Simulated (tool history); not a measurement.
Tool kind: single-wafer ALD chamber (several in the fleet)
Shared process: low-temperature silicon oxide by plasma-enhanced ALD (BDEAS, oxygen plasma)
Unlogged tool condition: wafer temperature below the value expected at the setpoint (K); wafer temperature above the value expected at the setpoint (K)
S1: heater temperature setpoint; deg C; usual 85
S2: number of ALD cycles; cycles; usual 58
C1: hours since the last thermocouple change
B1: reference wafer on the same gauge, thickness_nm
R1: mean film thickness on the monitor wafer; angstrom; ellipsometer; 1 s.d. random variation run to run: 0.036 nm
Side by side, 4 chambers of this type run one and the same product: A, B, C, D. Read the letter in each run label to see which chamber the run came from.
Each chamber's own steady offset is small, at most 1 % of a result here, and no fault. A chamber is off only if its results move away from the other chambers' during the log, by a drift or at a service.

| run | hour | S1 | S2 | C1 | B1 | R1 |
|---|---|---|---|---|---|---|
| 1A | 2.8 | 85 | 58 | 580.2 | 7.5608 | 88.226 |
| 2B | 5.3 | 85 | 58 | 944.1 | 7.5625 | 86.991 |
| 3D | 8.8 | 85 | 58 | 1504.9 | 7.5551 | 87.079 |
| 4C | 12.4 | 85 | 58 | 667.7 | 7.5609 | 87.807 |
| 5A | 17.4 | 85 | 58 | 594.8 | 7.5594 | 88.238 |
| 6B | 21.7 | 85 | 58 | 960.5 | 7.5623 | 86.619 |
| 7D | 24.4 | 85 | 58 | 1520.5 | 7.5720 | 88.164 |
| 8C | 28.4 | 85 | 58 | 683.7 | 7.5641 | 87.828 |
| 9A | 32.1 | 85 | 58 | 609.5 | 7.5538 | 88.246 |
| 10C | 35.6 | 85 | 58 | 690.9 | 7.5518 | 87.708 |
| 11D | 39.6 | 85 | 58 | 1535.7 | 7.5612 | 87.089 |
| 12B | 42.3 | 85 | 58 | 981.1 | 7.5630 | 87.277 |
| 13A | 47.6 | 85 | 58 | 625.0 | 7.5675 | 87.851 |
| 14B | 51.5 | 85 | 58 | 990.3 | 7.5568 | 86.624 |
| 15C | 56.5 | 85 | 58 | 711.8 | 7.5577 | 88.269 |
| 16D | 59.4 | 85 | 58 | 1555.5 | 7.5716 | 87.434 |
| 17D | 62.3 | 85 | 58 | 1558.4 | 7.5555 | 87.088 |
| 18C | 66.1 | 85 | 58 | 721.4 | 7.5628 | 88.999 |
| 19B | 69.4 | 85 | 58 | 1008.2 | 7.5536 | 87.065 |
| 20A | 72.3 | 85 | 58 | 649.7 | 7.5545 | 88.168 |
| 21B | 75.3 | 85 | 58 | 1014.1 | 7.5603 | 87.821 |
| 22C | 79.0 | 85 | 58 | 734.3 | 7.5637 | 88.622 |
| 23A | 83.0 | 85 | 58 | 660.4 | 7.5627 | 88.103 |
| 24D | 87.8 | 85 | 58 | 1583.9 | 7.5569 | 87.960 |
| 25C | 90.6 | 72 | 69 | 745.9 | 7.5627 | 109.330 |
| 26D | 93.1 | 72 | 69 | 1589.2 | 7.5589 | 108.510 |
| 27B | 95.9 | 72 | 69 | 1034.7 | 7.5646 | 108.360 |
| 28A | 98.7 | 72 | 69 | 676.1 | 7.5585 | 109.200 |
| 29A | 101.9 | 85 | 58 | 679.3 | 7.5608 | 87.864 |
| 30C | 106.4 | 85 | 58 | 761.7 | 7.5580 | 87.244 |
| 31B | 109.7 | 85 | 58 | 1048.5 | 7.5593 | 87.013 |
| 32D | 112.6 | 85 | 58 | 1608.7 | 7.5534 | 87.895 |

All chambers now run identical settings, listed one chamber a line with results as question marks. What results will each chamber show?
| 33A | 116.3 | 98 | 58 |  |  | ? |
| 33B | 116.3 | 98 | 58 |  |  | ? |
| 33C | 116.3 | 98 | 58 |  |  | ? |
| 33D | 116.3 | 98 | 58 |  |  | ? |

| run | R1 |
|---|---|
| 33A | 84.278 |
| 33B | 83.385 |
| 33C | 85.010 |
| 33D | 82.650 |
